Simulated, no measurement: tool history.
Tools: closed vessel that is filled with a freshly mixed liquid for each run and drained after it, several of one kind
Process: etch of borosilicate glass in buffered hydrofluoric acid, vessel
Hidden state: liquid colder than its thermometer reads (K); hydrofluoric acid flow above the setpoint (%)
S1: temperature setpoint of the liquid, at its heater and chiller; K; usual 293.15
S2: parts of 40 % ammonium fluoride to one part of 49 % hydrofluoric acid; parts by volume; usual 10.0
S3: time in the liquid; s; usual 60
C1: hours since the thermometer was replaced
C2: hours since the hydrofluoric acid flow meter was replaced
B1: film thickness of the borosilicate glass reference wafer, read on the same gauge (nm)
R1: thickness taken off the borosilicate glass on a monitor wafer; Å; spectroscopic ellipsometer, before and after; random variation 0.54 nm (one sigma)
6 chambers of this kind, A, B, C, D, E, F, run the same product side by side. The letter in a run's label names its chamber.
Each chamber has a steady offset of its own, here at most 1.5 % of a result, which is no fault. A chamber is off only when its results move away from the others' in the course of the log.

Run 1D, day 0.462: usual settings; C1 466.9; C2 718.3; B1 149.99. Result: R1 587.04 Å.
Run 2A, day 0.783: usual settings; C1 2390.1; C2 711.4; B1 150.00. Result: R1 609.09 Å.
Run 3B, day 1.054: usual settings; C1 1705.8; C2 127.1; B1 150.01. Result: R1 599.02 Å.
Run 4F, day 1.612: usual settings; C1 499.8; C2 292.3; B1 149.99. Result: R1 589.45 Å.
Run 5E, day 2.133: usual settings; C1 490.5; C2 936.9; B1 150.01. Result: R1 608.37 Å.
Run 6C, day 2.679: usual settings but S3 30 s; C1 1636.9; C2 1438.0; B1 149.98. Result: R1 302.27 Å.
At day 3.129: chamber D: hydrofluoric acid flow meter replaced.
Run 7A, day 3.196: usual settings but S3 30 s; C1 2448.0; C2 769.3; B1 150.00. Result: R1 304.31 Å.
Run 8B, day 3.783: usual settings but S3 30 s; C1 1771.3; C2 192.6; B1 150.00. Result: R1 297.78 Å.
Run 9D, day 4.050: usual settings but S3 30 s; C1 553.0; C2 22.2; B1 150.01. Result: R1 298.92 Å.
Run 10C, day 4.604: usual settings but S3 30 s; C1 1683.1; C2 1484.2; B1 150.00. Result: R1 302.54 Å.
Run 11E, day 5.083: usual settings but S3 30 s; C1 561.3; C2 1007.7; B1 150.00. Result: R1 303.58 Å.
Run 12F, day 5.467: usual settings; C1 592.3; C2 384.8; B1 149.99. Result: R1 599.33 Å.
Run 13D, day 5.954: usual settings; C1 598.7; C2 67.9; B1 149.99. Result: R1 590.35 Å.
Run 14A, day 6.233: usual settings; C1 2520.9; C2 842.2; B1 150.01. Result: R1 608.34 Å.
Run 15F, day 6.633: usual settings but S1 296.15 K, S2 13.5 parts by volume; C1 620.3; C2 412.8; B1 149.99. Result: R1 529.96 Å.
Run 16C, day 7.196: usual settings but S1 296.15 K, S2 13.5 parts by volume; C1 1745.3; C2 1546.4; B1 150.01. Result: R1 537.22 Å.
Run 17B, day 7.571: usual settings but S1 296.15 K, S2 13.5 parts by volume; C1 1862.2; C2 283.5; B1 150.01. Result: R1 520.68 Å.
Run 18E, day 8.112: usual settings but S1 296.15 K, S2 13.5 parts by volume; C1 634.0; C2 1080.4; B1 150.00. Result: R1 535.10 Å.
Run 19C, day 8.533: usual settings but S1 296.15 K, S2 13.5 parts by volume; C1 1777.4; C2 1578.5; B1 149.99. Result: R1 529.41 Å.
Run 20F, day 8.892: usual settings but S1 296.15 K, S2 13.5 parts by volume; C1 674.5; C2 467.0; B1 150.00. Result: R1 519.37 Å.
At day 8.988: chamber A: hydrofluoric acid flow meter replaced.
Run 21B, day 9.233: usual settings; C1 1902.1; C2 323.4; B1 150.00. Result: R1 582.07 Å.
Run 22A, day 9.667: usual settings but S1 294.65 K, S3 75 s; C1 2603.3; C2 16.4; B1 150.01. Result: R1 820.05 Å.
Run 23E, day 10.271: usual settings but S1 294.65 K, S3 75 s; C1 685.8; C2 1132.2; B1 150.01. Result: R1 819.19 Å.
Run 24D, day 10.771: usual settings but S1 294.65 K, S3 75 s; C1 714.3; C2 183.5; B1 150.01. Result: R1 798.48 Å.
Run 25E, day 11.375: usual settings but S1 294.65 K, S3 75 s; C1 712.3; C2 1158.7; B1 149.99. Result: R1 817.47 Å.
Run 26D, day 11.767: usual settings but S1 294.65 K, S3 75 s; C1 738.2; C2 207.4; B1 150.03. Result: R1 809.78 Å.
Run 27B, day 12.338: usual settings but S1 294.65 K, S3 75 s; C1 1976.6; C2 397.9; B1 150.00. Result: R1 793.41 Å.
Run 28A, day 12.733: usual settings; C1 2676.9; C2 90.0; B1 150.00. Result: R1 608.10 Å.
Run 29F, day 13.262: usual settings; C1 779.4; C2 571.9; B1 150.01. Result: R1 563.63 Å.
Run 30C, day 13.854: usual settings; C1 1905.1; C2 1706.2; B1 150.01. Result: R1 600.26 Å.
Run 31D, day 14.238: usual settings; C1 797.5; C2 266.7; B1 150.01. Result: R1 601.99 Å.
Run 32B, day 14.792: usual settings; C1 2035.5; C2 456.8; B1 149.98. Result: R1 589.67 Å.
Run 33E, day 15.354: usual settings; C1 807.8; C2 1254.2; B1 149.99. Result: R1 605.92 Å.
Run 34A, day 15.762: usual settings; C1 2749.6; C2 162.7; B1 150.00. Result: R1 603.72 Å.
Run 35C, day 16.262: usual settings; C1 1962.9; C2 1764.0; B1 150.00. Result: R1 605.65 Å.
Run 36F, day 16.579: usual settings; C1 859.0; C2 651.5; B1 150.01. Result: R1 552.88 Å.
Run 37A, day 16.846: usual settings; C1 2775.6; C2 188.7; B1 149.99. Result: R1 606.08 Å.

Next, every chamber runs the same settings. What will each give?
Run 38A, day 17.279: usual settings. Result: R1 ?.
Run 38B, day 17.279: usual settings. Result: R1 ?.
Run 38C, day 17.279: usual settings. Result: R1 ?.
Run 38D, day 17.279: usual settings. Result: R1 ?.
Run 38E, day 17.279: usual settings. Result: R1 ?.
Run 38F, day 17.279: usual settings. Result: R1 ?.

run      R1
38A  608.40
38B  604.55
38C  599.82
38D  599.73
38E  600.50
38F  557.73

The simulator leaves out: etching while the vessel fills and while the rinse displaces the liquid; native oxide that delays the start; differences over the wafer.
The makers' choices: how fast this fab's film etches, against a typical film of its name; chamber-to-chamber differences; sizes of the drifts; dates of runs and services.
